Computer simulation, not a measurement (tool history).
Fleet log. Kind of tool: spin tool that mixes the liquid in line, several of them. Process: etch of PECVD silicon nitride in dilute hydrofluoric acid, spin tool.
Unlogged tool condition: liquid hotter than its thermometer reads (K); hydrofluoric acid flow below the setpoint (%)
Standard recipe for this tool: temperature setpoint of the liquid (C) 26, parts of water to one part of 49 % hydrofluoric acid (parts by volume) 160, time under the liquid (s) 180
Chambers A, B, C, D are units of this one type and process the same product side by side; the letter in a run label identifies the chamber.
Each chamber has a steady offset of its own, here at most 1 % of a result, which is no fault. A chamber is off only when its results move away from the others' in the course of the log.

run   hour  temperature setpoint of the liquid (C)  parts of water to one part of 49 % hydrofluoric acid (parts by volume)  time under the liquid (s)  hours since the thermometer was replaced  hours since the hydrofluoric acid flow meter was replaced  read-back film thickness of the PECVD silicon nitride reference wafer, read on the same gauge (nm)  thickness taken off the PECVD silicon nitride on a monitor wafer (Å)
 1D    9.1                                      26                                                                     160                        180                                    1190.7                                                      798.4                                                                                              139.96                                                                56.807
 2C   15.6                                      26                                                                     160                        180                                    1216.2                                                      747.4                                                                                              140.01                                                                56.759
 3A   22.8                                      26                                                                     160                        180                                      2688                                                      845.4                                                                                                 140                                                                56.799
 4B   29.1                                      26                                                                     160                        180                                     968.1                                                       1415                                                                                              140.01                                                                56.445
 5B   38.5                                      26                                                                     160                        105                                     977.5                                                     1424.4                                                                                                 140                                                                33.418
 6D   43.7                                      26                                                                     160                        105                                    1225.3                                                        833                                                                                              140.01                                                                33.319
 7C   52.7                                      26                                                                     160                        105                                    1253.3                                                      784.5                                                                                              139.97                                                                33.292
 8A   59.5                                      26                                                                     160                        105                                    2724.7                                                      882.1                                                                                                 140                                                                33.273
 9A   65.7                                      26                                                                     160                        180                                    2730.9                                                      888.3                                                                                                 140                                                                56.042
10B   74.9                                      26                                                                     160                        180                                    1013.9                                                     1460.8                                                                                              140.02                                                                 56.41
        75  -- chamber A: thermometer replaced
11C   84.5                                      26                                                                     160                        180                                    1285.1                                                      816.3                                                                                              140.02                                                                57.427
12D   90.3                                      26                                                                     160                        180                                    1271.9                                                      879.6                                                                                              139.99                                                                57.042
13A   96.3                                      26                                                                     160                        180                                      21.4                                                      918.9                                                                                              140.01                                                                57.318
14C  106.3                                      26                                                                     160                        180                                    1306.9                                                      838.1                                                                                                 140                                                                56.934
15D    112                                      26                                                                     160                        180                                    1293.6                                                      901.3                                                                                              139.99                                                                    57
16B  117.3                                      26                                                                     160                        180                                    1056.3                                                     1503.2                                                                                              139.97                                                                54.709
17D  124.8                                      26                                                                     160                        180                                    1306.4                                                      914.1                                                                                              140.01                                                                56.359
18B  129.5                                      26                                                                     125                        180                                    1068.5                                                     1515.4                                                                                              139.98                                                                71.244
19C  135.9                                      26                                                                     125                        180                                    1336.5                                                      867.7                                                                                              140.02                                                                73.498
20A  145.6                                      26                                                                     125                        180                                      70.7                                                      968.2                                                                                              140.03                                                                73.244
21C  152.8                                      26                                                                     125                        180                                    1353.4                                                      884.6                                                                                              140.02                                                                72.866
22D  160.8                                      26                                                                     160                        180                                    1342.4                                                      950.1                                                                                              140.01                                                                56.354
23A  166.3                                      26                                                                     160                        180                                      91.4                                                      988.9                                                                                              140.04                                                                57.448
24B    173                                      26                                                                     160                        180                                      1112                                                     1558.9                                                                                              139.99                                                                54.642
25C  177.4                                      26                                                                     160                        180                                      1378                                                      909.2                                                                                              140.04                                                                 57.08
26A  182.7                                      26                                                                     160                        180                                     107.8                                                     1005.3                                                                                              140.03                                                                55.809
27B  191.5                                      26                                                                     160                        180                                    1130.5                                                     1577.4                                                                                              140.02                                                                54.667
28D  201.4                                      26                                                                     160                        180                                      1383                                                      990.7                                                                                              140.02                                                                57.694
29D  209.9                                      26                                                                     160                        180                                    1391.5                                                      999.2                                                                                              139.99                                                                55.989
30A  215.9                                      26                                                                     160                        180                                       141                                                     1038.5                                                                                                 140                                                                56.583
31C  222.3                                      26                                                                     160                        180                                    1422.9                                                      954.1                                                                                              140.01                                                                56.326
32B  232.2                                      26                                                                     160                        180                                    1171.2                                                     1618.1                                                                                              140.01                                                                53.303
33C  238.3                                      26                                                                     160                        180                                    1438.9                                                      970.1                                                                                              140.01                                                                57.345
34A  245.7                                      26                                                                     160                        180                                     170.8                                                     1068.3                                                                                              140.01                                                                 55.51
35B  250.5                                      26                                                                     160                        180                                    1189.5                                                     1636.4                                                                                              139.99                                                                53.276

Is one chamber off against the others, does the gauge drift, or is nothing wrong? If a chamber is off, say which, and what the likeliest cause is.

Little by little, chamber B moves away from the other chambers.
Likeliest cause: hydrofluoric acid flow below the setpoint (%) = 8.47.
It could be hard to tell apart here from: liquid colder than its thermometer reads (K).

Chamber B could run next with any of the 4 candidate recipes listed below; each alters the usual settings, and their results appear as question marks. Which one brings its results back in line with what the other chambers deliver on the usual settings?
Counts as in line when no further than this from what the other chambers average on the usual settings: thickness taken off the PECVD silicon nitride on a monitor wafer (Å) 1.8
36B-1  257.7                                    27.5                                                                     160                        180                                                                                                                                                                                                                                                                              ?
36B-2  257.7                                      26                                                                     160                        185                                                                                                                                                                                                                                                                              ?
36B-3  257.7                                      26                                                                     160                        175                                                                                                                                                                                                                                                                              ?
36B-4  257.7                                    24.5                                                                     160                        180                                                                                                                                                                                                                                                                              ?

Average result of the remaining chambers running the usual settings: thickness taken off the PECVD silicon nitride on a monitor wafer (Å) 56.837
  run  thickness taken off the PECVD silicon nitride on a monitor wafer (Å)
36B-1                                                                57.494
36B-2                                                                53.891
36B-3                                                                50.978
36B-4                                                                47.791
It is 36B-1 that realigns the chamber with its peers.
